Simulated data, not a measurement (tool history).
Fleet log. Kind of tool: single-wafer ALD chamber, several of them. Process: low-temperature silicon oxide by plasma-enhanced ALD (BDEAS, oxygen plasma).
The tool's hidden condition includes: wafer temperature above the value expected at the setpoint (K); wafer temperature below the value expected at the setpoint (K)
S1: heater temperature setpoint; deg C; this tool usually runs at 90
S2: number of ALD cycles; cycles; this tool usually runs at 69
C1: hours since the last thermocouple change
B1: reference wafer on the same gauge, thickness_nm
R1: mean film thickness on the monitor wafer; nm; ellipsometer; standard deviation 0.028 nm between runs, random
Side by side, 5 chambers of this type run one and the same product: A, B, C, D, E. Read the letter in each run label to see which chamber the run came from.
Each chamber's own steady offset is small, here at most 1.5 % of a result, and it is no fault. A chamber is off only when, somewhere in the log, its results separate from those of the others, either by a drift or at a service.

Run 1E, day 0.450: usual settings; C1 2171.5; B1 11.497. Result: R1 10.2260 nm.
Run 2B, day 0.871: usual settings; C1 1397.6; B1 11.496. Result: R1 10.2650 nm.
Run 3A, day 1.358: usual settings; C1 697.1; B1 11.500. Result: R1 10.3090 nm.
Run 4D, day 1.996: usual settings; C1 215.3; B1 11.504. Result: R1 10.2360 nm.
Run 5C, day 2.438: usual settings; C1 886.0; B1 11.495. Result: R1 10.1350 nm.
Run 6C, day 2.838: usual settings; C1 895.6; B1 11.501. Result: R1 10.1170 nm.
Run 7D, day 3.142: usual settings; C1 242.8; B1 11.497. Result: R1 10.2750 nm.
Run 8A, day 3.712: usual settings; C1 753.6; B1 11.507. Result: R1 10.2940 nm.
Run 9B, day 4.321: usual settings; C1 1480.4; B1 11.501. Result: R1 10.2160 nm.
Run 10E, day 4.871: usual settings; C1 2277.6; B1 11.504. Result: R1 10.2580 nm.
Run 11C, day 5.454: usual settings; C1 958.4; B1 11.509. Result: R1 10.1020 nm.
Run 12E, day 5.979: usual settings; C1 2304.2; B1 11.503. Result: R1 10.2290 nm.
Run 13D, day 6.400: usual settings; C1 321.0; B1 11.497. Result: R1 10.2240 nm.
Run 14B, day 6.929: usual settings but S1 104 deg C; C1 1543.0; B1 11.508. Result: R1 9.8507 nm.
Run 15A, day 7.371: usual settings but S1 104 deg C; C1 841.4; B1 11.503. Result: R1 9.8036 nm.
Run 16C, day 7.696: usual settings but S1 104 deg C; C1 1012.2; B1 11.499. Result: R1 9.6701 nm.
Run 17E, day 8.254: usual settings but S1 104 deg C; C1 2358.8; B1 11.495. Result: R1 9.8119 nm.
Run 18D, day 8.592: usual settings but S1 104 deg C; C1 373.6; B1 11.499. Result: R1 9.8055 nm.
Run 19B, day 8.950: usual settings; C1 1591.5; B1 11.504. Result: R1 10.2230 nm.
Run 20A, day 9.521: usual settings; C1 893.0; B1 11.500. Result: R1 10.2590 nm.
Run 21C, day 9.929: usual settings; C1 1065.8; B1 11.498. Result: R1 10.1480 nm.
Run 22A, day 10.400: usual settings but S2 81 cycles; C1 914.1; B1 11.505. Result: R1 12.0120 nm.
Run 23D, day 10.708: usual settings but S2 81 cycles; C1 424.4; B1 11.502. Result: R1 12.0460 nm.
Run 24B, day 11.171: usual settings but S2 81 cycles; C1 1644.8; B1 11.501. Result: R1 11.9830 nm.
Run 25E, day 11.750: usual settings but S2 81 cycles; C1 2442.7; B1 11.504. Result: R1 12.0670 nm.
Run 26C, day 12.075: usual settings but S2 81 cycles; C1 1117.3; B1 11.506. Result: R1 11.8710 nm.
Run 27D, day 12.571: usual settings; C1 469.1; B1 11.499. Result: R1 10.2680 nm.
Run 28B, day 13.112: usual settings but S1 84 deg C; C1 1691.4; B1 11.498. Result: R1 10.5020 nm.
At day 13.629: chamber E: thermocouple changed; heater temperature recalibrated.
Run 29A, day 13.800: usual settings but S1 84 deg C; C1 995.7; B1 11.497. Result: R1 10.4700 nm.
Run 30E, day 14.288: usual settings but S1 84 deg C; C1 15.9; B1 11.504. Result: R1 10.4630 nm.
Run 31C, day 14.662: usual settings but S1 84 deg C; C1 1179.4; B1 11.496. Result: R1 10.2920 nm.
Run 32A, day 15.125: usual settings but S1 84 deg C; C1 1027.5; B1 11.501. Result: R1 10.4580 nm.
Run 33B, day 15.754: usual settings; C1 1754.8; B1 11.493. Result: R1 10.2490 nm.
Run 34E, day 16.221: usual settings; C1 62.3; B1 11.506. Result: R1 10.2440 nm.
Run 35D, day 16.604: usual settings; C1 565.9; B1 11.510. Result: R1 10.2300 nm.
Run 36B, day 17.162: usual settings; C1 1788.6; B1 11.498. Result: R1 10.2660 nm.
Run 37D, day 17.692: usual settings; C1 592.0; B1 11.503. Result: R1 10.2110 nm.
Run 38C, day 18.054: usual settings; C1 1260.8; B1 11.496. Result: R1 10.1110 nm.

Has any chamber moved away from the others, gradually or after a service, or does the common gauge drift, or do the chambers differ only by their own small steady offsets? State the chamber and the most likely cause if one applies.

Beyond each chamber's small constant offset nothing stands out, and the gauge stays steady.
